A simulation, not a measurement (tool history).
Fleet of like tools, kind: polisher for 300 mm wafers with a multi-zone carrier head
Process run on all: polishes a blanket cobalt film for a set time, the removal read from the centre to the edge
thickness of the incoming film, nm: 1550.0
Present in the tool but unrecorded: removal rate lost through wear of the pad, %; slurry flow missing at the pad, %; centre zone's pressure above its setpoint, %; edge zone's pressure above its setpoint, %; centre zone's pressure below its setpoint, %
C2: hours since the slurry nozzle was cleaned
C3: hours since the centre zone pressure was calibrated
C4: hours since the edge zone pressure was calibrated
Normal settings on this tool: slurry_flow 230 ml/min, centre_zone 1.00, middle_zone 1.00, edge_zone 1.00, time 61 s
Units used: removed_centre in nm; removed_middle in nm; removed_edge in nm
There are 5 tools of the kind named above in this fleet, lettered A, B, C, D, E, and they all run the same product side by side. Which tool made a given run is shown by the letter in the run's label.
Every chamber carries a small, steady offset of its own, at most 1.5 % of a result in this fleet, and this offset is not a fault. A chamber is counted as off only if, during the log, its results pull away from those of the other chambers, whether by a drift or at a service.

At hour 3.8: chamber E: worn pad replaced by a new one.
Run 1E, hour 13.0: usual settings; wafers polished on this pad 134; C2 69.6; C3 52.9; C4 769.2. Result: removed_centre 375.71 nm, removed_middle 372.18 nm, removed_edge 382.56 nm.
At hour 16.9: chamber D: worn pad replaced by a new one.
At hour 20.5: chamber C: slurry nozzle cleaned.
At hour 23.0: chamber B: worn pad replaced by a new one.
Run 2D, hour 25.7: usual settings; wafers polished on this pad 128; C2 545.6; C3 69.9; C4 83.8. Result: removed_centre 374.49 nm, removed_middle 381.66 nm, removed_edge 372.77 nm.
Run 3A, hour 35.8: usual settings; wafers polished on this pad 1354; C2 46.9; C3 250.4; C4 203.7. Result: removed_centre 377.37 nm, removed_middle 377.17 nm, removed_edge 371.79 nm.
At hour 39.1: chamber A: worn pad replaced by a new one.
At hour 44.8: chamber B: centre zone pressure recalibrated.
Run 4B, hour 45.4: usual settings; wafers polished on this pad 325; C2 213.8; C3 0.6; C4 1243.5. Result: removed_centre 370.61 nm, removed_middle 370.21 nm, removed_edge 374.93 nm.
Run 5C, hour 53.5: usual settings; wafers polished on this pad 1387; C2 33.1; C3 117.5; C4 151.2. Result: removed_centre 384.48 nm, removed_middle 375.41 nm, removed_edge 378.15 nm.
Run 6B, hour 64.0: usual settings but slurry_flow 170 ml/min, time 44 s; wafers polished on this pad 594; C2 232.4; C3 19.2; C4 1262.1. Result: removed_centre 255.52 nm, removed_middle 259.31 nm, removed_edge 262.54 nm.
At hour 65.2: chamber C: worn pad replaced by a new one.
At hour 67.7: chamber E: edge zone pressure recalibrated.
Run 7D, hour 74.7: usual settings but slurry_flow 170 ml/min, time 44 s; wafers polished on this pad 837; C2 594.6; C3 118.9; C4 132.8. Result: removed_centre 254.55 nm, removed_middle 263.48 nm, removed_edge 258.85 nm.
Run 8A, hour 84.5: usual settings but slurry_flow 170 ml/min, time 44 s; wafers polished on this pad 657; C2 95.6; C3 299.1; C4 252.4. Result: removed_centre 254.63 nm, removed_middle 263.14 nm, removed_edge 258.00 nm.
Run 9C, hour 93.7: usual settings but slurry_flow 170 ml/min, time 44 s; wafers polished on this pad 412; C2 73.3; C3 157.7; C4 191.4. Result: removed_centre 258.69 nm, removed_middle 261.06 nm, removed_edge 265.00 nm.
Run 10E, hour 102.5: usual settings but slurry_flow 170 ml/min, time 44 s; wafers polished on this pad 1429; C2 159.1; C3 142.4; C4 34.9. Result: removed_centre 257.08 nm, removed_middle 256.03 nm, removed_edge 262.07 nm.
At hour 117.5: chamber E: worn pad replaced by a new one.
Run 11D, hour 117.7: usual settings; wafers polished on this pad 1460; C2 637.6; C3 161.9; C4 175.8. Result: removed_centre 369.23 nm, removed_middle 378.98 nm, removed_edge 373.46 nm.
At hour 122.9: chamber D: worn pad replaced by a new one.
At hour 126.8: chamber B: worn pad replaced by a new one.
Run 12A, hour 129.0: usual settings; wafers polished on this pad 1301; C2 140.1; C3 343.6; C4 296.9. Result: removed_centre 373.03 nm, removed_middle 380.42 nm, removed_edge 373.53 nm.
At hour 130.5: chamber A: worn pad replaced by a new one.
Run 13B, hour 143.2: usual settings but middle_zone 1.06; wafers polished on this pad 238; C2 311.6; C3 98.4; C4 1341.3. Result: removed_centre 374.07 nm, removed_middle 397.72 nm, removed_edge 374.35 nm.
Run 14C, hour 154.6: usual settings but middle_zone 1.06; wafers polished on this pad 1294; C2 134.2; C3 218.6; C4 252.3. Result: removed_centre 368.96 nm, removed_middle 395.88 nm, removed_edge 375.69 nm.
At hour 156.7: chamber C: worn pad replaced by a new one.
Run 15E, hour 164.6: usual settings but middle_zone 1.06; wafers polished on this pad 682; C2 221.2; C3 204.5; C4 97.0. Result: removed_centre 371.06 nm, removed_middle 395.69 nm, removed_edge 382.77 nm.
At hour 170.3: chamber B: slurry nozzle cleaned.
Run 16D, hour 179.3: usual settings but middle_zone 1.06; wafers polished on this pad 816; C2 699.2; C3 223.5; C4 237.4. Result: removed_centre 370.63 nm, removed_middle 402.50 nm, removed_edge 380.32 nm.
Run 17A, hour 189.2: usual settings but middle_zone 1.06; wafers polished on this pad 850; C2 200.3; C3 403.8; C4 357.1. Result: removed_centre 368.71 nm, removed_middle 395.98 nm, removed_edge 369.64 nm.
Run 18E, hour 200.2: usual settings; wafers polished on this pad 1198; C2 256.8; C3 240.1; C4 132.6. Result: removed_centre 378.62 nm, removed_middle 373.71 nm, removed_edge 380.55 nm.
Run 19C, hour 215.0: usual settings but centre_zone 0.94, middle_zone 0.94; wafers polished on this pad 844; C2 194.6; C3 279.0; C4 312.7. Result: removed_centre 344.39 nm, removed_middle 358.59 nm, removed_edge 370.99 nm.
At hour 221.4: chamber E: worn pad replaced by a new one.
Run 20B, hour 230.2: usual settings but centre_zone 0.94, middle_zone 0.94; wafers polished on this pad 1497; C2 60.0; C3 185.4; C4 1428.3. Result: removed_centre 346.60 nm, removed_middle 355.57 nm, removed_edge 378.93 nm.
At hour 231.7: chamber B: worn pad replaced by a new one.
At hour 240.9: chamber A: worn pad replaced by a new one.
At hour 243.5: chamber D: worn pad replaced by a new one.
At hour 244.8: chamber D: edge zone pressure recalibrated.
Run 21A, hour 245.2: usual settings but centre_zone 0.94, middle_zone 0.94; wafers polished on this pad 63; C2 256.3; C3 459.8; C4 413.1. Result: removed_centre 345.12 nm, removed_middle 355.97 nm, removed_edge 371.77 nm.
At hour 254.6: chamber B: edge zone pressure recalibrated.
Run 22B, hour 261.5: usual settings but centre_zone 0.94, middle_zone 0.94; wafers polished on this pad 432; C2 91.3; C3 216.7; C4 6.9. Result: removed_centre 352.76 nm, removed_middle 354.37 nm, removed_edge 376.57 nm.
At hour 268.2: chamber C: worn pad replaced by a new one.
Run 23C, hour 274.0: usual settings but centre_zone 0.94, middle_zone 0.94; wafers polished on this pad 84; C2 253.6; C3 338.0; C4 371.7. Result: removed_centre 354.09 nm, removed_middle 357.03 nm, removed_edge 372.94 nm.
At hour 282.0: chamber A: centre zone pressure recalibrated.
Run 24E, hour 289.7: usual settings; wafers polished on this pad 989; C2 346.3; C3 329.6; C4 222.1. Result: removed_centre 376.34 nm, removed_middle 369.56 nm, removed_edge 379.08 nm.
Run 25D, hour 300.9: usual settings; wafers polished on this pad 831; C2 820.8; C3 345.1; C4 56.2. Result: removed_centre 376.55 nm, removed_middle 379.29 nm, removed_edge 379.02 nm.
Run 26C, hour 309.3: usual settings; wafers polished on this pad 594; C2 288.9; C3 373.3; C4 407.0. Result: removed_centre 378.95 nm, removed_middle 375.81 nm, removed_edge 372.53 nm.
Run 27B, hour 323.7: usual settings; wafers polished on this pad 1332; C2 153.5; C3 278.9; C4 69.1. Result: removed_centre 375.49 nm, removed_middle 379.72 nm, removed_edge 376.97 nm.
At hour 328.4: chamber B: worn pad replaced by a new one.
At hour 328.8: chamber E: worn pad replaced by a new one.
Run 28E, hour 335.4: usual settings but slurry_flow 200 ml/min, centre_zone 0.91; wafers polished on this pad 95; C2 392.0; C3 375.3; C4 267.8. Result: removed_centre 338.09 nm, removed_middle 371.12 nm, removed_edge 375.00 nm.
At hour 337.1: chamber E: centre zone pressure recalibrated.
At hour 338.1: chamber C: slurry nozzle cleaned.
At hour 339.4: chamber A: worn pad replaced by a new one.
At hour 340.4: chamber D: slurry nozzle cleaned.
Run 29D, hour 349.0: usual settings but slurry_flow 200 ml/min, centre_zone 0.91; wafers polished on this pad 1527; C2 8.7; C3 393.2; C4 104.3. Result: removed_centre 334.26 nm, removed_middle 369.10 nm, removed_edge 371.87 nm.
At hour 354.4: chamber D: worn pad replaced by a new one.
Run 30A, hour 363.1: usual settings but slurry_flow 200 ml/min, centre_zone 0.91; wafers polished on this pad 344; C2 374.2; C3 81.1; C4 531.0. Result: removed_centre 333.62 nm, removed_middle 374.62 nm, removed_edge 362.04 nm.
At hour 375.3: chamber C: worn pad replaced by a new one.
Run 31A, hour 378.8: usual settings but slurry_flow 200 ml/min, centre_zone 0.91; wafers polished on this pad 571; C2 389.9; C3 96.8; C4 546.7. Result: removed_centre 329.30 nm, removed_middle 368.89 nm, removed_edge 367.75 nm.
Run 32E, hour 390.7: usual settings but slurry_flow 200 ml/min, centre_zone 0.91; wafers polished on this pad 895; C2 447.3; C3 53.6; C4 323.1. Result: removed_centre 326.01 nm, removed_middle 371.84 nm, removed_edge 371.16 nm.
Run 33D, hour 405.2: usual settings; wafers polished on this pad 735; C2 64.9; C3 449.4; C4 160.5. Result: removed_centre 373.65 nm, removed_middle 379.43 nm, removed_edge 372.90 nm.
Run 34C, hour 415.3: usual settings; wafers polished on this pad 579; C2 77.2; C3 479.3; C4 513.0. Result: removed_centre 374.44 nm, removed_middle 375.24 nm, removed_edge 374.49 nm.
At hour 419.6: chamber B: worn pad replaced by a new one.
Run 35B, hour 430.2: usual settings; wafers polished on this pad 154; C2 260.0; C3 385.4; C4 175.6. Result: removed_centre 369.81 nm, removed_middle 376.75 nm, removed_edge 369.02 nm.
At hour 431.6: chamber E: worn pad replaced by a new one.
Run 36D, hour 443.4: usual settings; wafers polished on this pad 1288; C2 103.1; C3 487.6; C4 198.7. Result: removed_centre 374.97 nm, removed_middle 380.84 nm, removed_edge 375.46 nm.
At hour 449.2: chamber D: worn pad replaced by a new one.
Run 37C, hour 451.5: usual settings; wafers polished on this pad 1103; C2 113.4; C3 515.5; C4 549.2. Result: removed_centre 369.50 nm, removed_middle 379.76 nm, removed_edge 373.78 nm.
At hour 452.4: chamber A: worn pad replaced by a new one.
Run 38B, hour 460.8: usual settings; wafers polished on this pad 597; C2 290.6; C3 416.0; C4 206.2. Result: removed_centre 378.31 nm, removed_middle 378.94 nm, removed_edge 375.71 nm.
At hour 470.2: chamber E: slurry nozzle cleaned.
Run 39E, hour 471.2: usual settings; wafers polished on this pad 573; C2 1.1; C3 134.1; C4 403.6. Result: removed_centre 379.54 nm, removed_middle 376.44 nm, removed_edge 379.58 nm.
Run 40A, hour 485.4: usual settings; wafers polished on this pad 478; C2 496.5; C3 203.4; C4 653.3. Result: removed_centre 373.02 nm, removed_middle 378.97 nm, removed_edge 368.38 nm.
Run 41D, hour 496.9: usual settings but edge_zone 1.09; wafers polished on this pad 691; C2 156.6; C3 541.1; C4 252.2. Result: removed_centre 374.18 nm, removed_middle 380.13 nm, removed_edge 397.46 nm.
Run 42A, hour 510.9: usual settings but edge_zone 1.09; wafers polished on this pad 847; C2 522.0; C3 228.9; C4 678.8. Result: removed_centre 371.02 nm, removed_middle 381.21 nm, removed_edge 394.25 nm.
Run 43E, hour 527.3: usual settings but edge_zone 1.09; wafers polished on this pad 1385; C2 57.2; C3 190.2; C4 459.7. Result: removed_centre 370.88 nm, removed_middle 368.18 nm, removed_edge 396.98 nm.

Is one chamber off against the others, does the gauge drift, or is nothing wrong? If a chamber is off, say which, and what the likeliest cause is.

Nothing is wrong: each chamber keeps only its own small, steady offset and the gauge holds still.

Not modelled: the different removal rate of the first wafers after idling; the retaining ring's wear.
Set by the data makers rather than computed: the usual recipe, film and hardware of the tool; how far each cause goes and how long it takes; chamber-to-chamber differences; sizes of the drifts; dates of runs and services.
